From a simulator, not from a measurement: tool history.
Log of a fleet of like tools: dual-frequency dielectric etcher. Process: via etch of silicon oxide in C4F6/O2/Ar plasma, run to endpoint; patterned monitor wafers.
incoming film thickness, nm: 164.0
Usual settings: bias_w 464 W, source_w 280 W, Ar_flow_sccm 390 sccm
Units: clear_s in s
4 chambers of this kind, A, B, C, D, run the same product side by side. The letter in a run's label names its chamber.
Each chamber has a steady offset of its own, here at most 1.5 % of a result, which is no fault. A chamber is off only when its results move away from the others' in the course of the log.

Run 1A, day 0.425: usual settings. Result: clear_s 44.400 s.
Run 2B, day 1.021: usual settings. Result: clear_s 43.657 s.
Run 3D, day 1.321: usual settings. Result: clear_s 43.907 s.
Run 4C, day 1.938: usual settings. Result: clear_s 43.888 s.
Run 5C, day 2.425: usual settings but Ar_flow_sccm 301 sccm. Result: clear_s 42.557 s.
Run 6B, day 2.754: usual settings but Ar_flow_sccm 301 sccm. Result: clear_s 42.184 s.
Run 7D, day 3.325: usual settings but Ar_flow_sccm 301 sccm. Result: clear_s 42.678 s.
Run 8A, day 3.683: usual settings but Ar_flow_sccm 301 sccm. Result: clear_s 42.780 s.
At day 3.700: chamber B: wet clean of the chamber.
Run 9B, day 4.075: usual settings. Result: clear_s 43.542 s.
Run 10C, day 4.458: usual settings. Result: clear_s 43.803 s.
Run 11A, day 4.850: usual settings. Result: clear_s 44.259 s.
Run 12D, day 5.329: usual settings. Result: clear_s 43.844 s.
Run 13B, day 5.858: usual settings. Result: clear_s 43.641 s.
At day 5.938: chamber C: wet clean of the chamber.
Run 14C, day 6.408: usual settings. Result: clear_s 43.837 s.
Run 15D, day 6.767: usual settings. Result: clear_s 43.467 s.
Run 16A, day 7.092: usual settings. Result: clear_s 43.941 s.
Run 17A, day 7.700: usual settings. Result: clear_s 44.176 s.
Run 18B, day 8.042: usual settings. Result: clear_s 43.869 s.
At day 8.183: chamber D: source power generator calibrated.
Run 19C, day 8.388: usual settings. Result: clear_s 43.753 s.
Run 20D, day 8.808: usual settings. Result: clear_s 43.179 s.
Run 21B, day 9.258: usual settings. Result: clear_s 43.421 s.
Run 22D, day 9.854: usual settings. Result: clear_s 43.295 s.
Run 23A, day 10.312: usual settings. Result: clear_s 44.272 s.
Run 24C, day 10.675: usual settings. Result: clear_s 43.865 s.
Run 25C, day 11.054: usual settings. Result: clear_s 43.901 s.
Run 26D, day 11.392: usual settings. Result: clear_s 43.207 s.
Run 27A, day 11.875: usual settings. Result: clear_s 44.214 s.
Run 28B, day 12.479: usual settings. Result: clear_s 43.380 s.
At day 12.483: chamber A: wet clean of the chamber.
Run 29A, day 13.075: usual settings but bias_w 429 W, source_w 310 W. Result: clear_s 43.754 s.
Run 30D, day 13.462: usual settings but bias_w 429 W, source_w 310 W. Result: clear_s 42.543 s.
Run 31C, day 13.883: usual settings but bias_w 429 W, source_w 310 W. Result: clear_s 43.647 s.
Run 32B, day 14.246: usual settings but bias_w 429 W, source_w 310 W. Result: clear_s 42.966 s.

What goes on in this fleet: one chamber off, a drifting gauge, or nothing beyond the chambers' own small offsets? Name the chamber and the cause, if any.

Chamber D drifts away from the others.
Cause: etch rate over this chamber's usual, % = 2.9.

Here are 4 candidates for chamber D's next run, each the usual settings with a change, their results left as question marks. Which one brings its results back in line with what the others give on the usual settings?
In line means no further than this from the other chambers' mean on the usual settings: clear_s 0.570 s
Run 33D-1, day 14.696: usual settings but bias_w 495 W, source_w 300 W, Ar_flow_sccm 382 sccm. Result: clear_s ?.
Run 33D-2, day 14.696: usual settings but bias_w 497 W. Result: clear_s ?.
Run 33D-3, day 14.696: usual settings but bias_w 433 W, source_w 260 W, Ar_flow_sccm 398 sccm. Result: clear_s ?.
Run 33D-4, day 14.696: usual settings but bias_w 448 W, source_w 270 W, Ar_flow_sccm 394 sccm. Result: clear_s ?.

The other chambers' mean on the usual settings: clear_s 43.815 s
  run  clear_s
33D-1   40.502
33D-2   41.560
33D-3   45.051
33D-4   43.830
33D-4 brings the chamber back in line.

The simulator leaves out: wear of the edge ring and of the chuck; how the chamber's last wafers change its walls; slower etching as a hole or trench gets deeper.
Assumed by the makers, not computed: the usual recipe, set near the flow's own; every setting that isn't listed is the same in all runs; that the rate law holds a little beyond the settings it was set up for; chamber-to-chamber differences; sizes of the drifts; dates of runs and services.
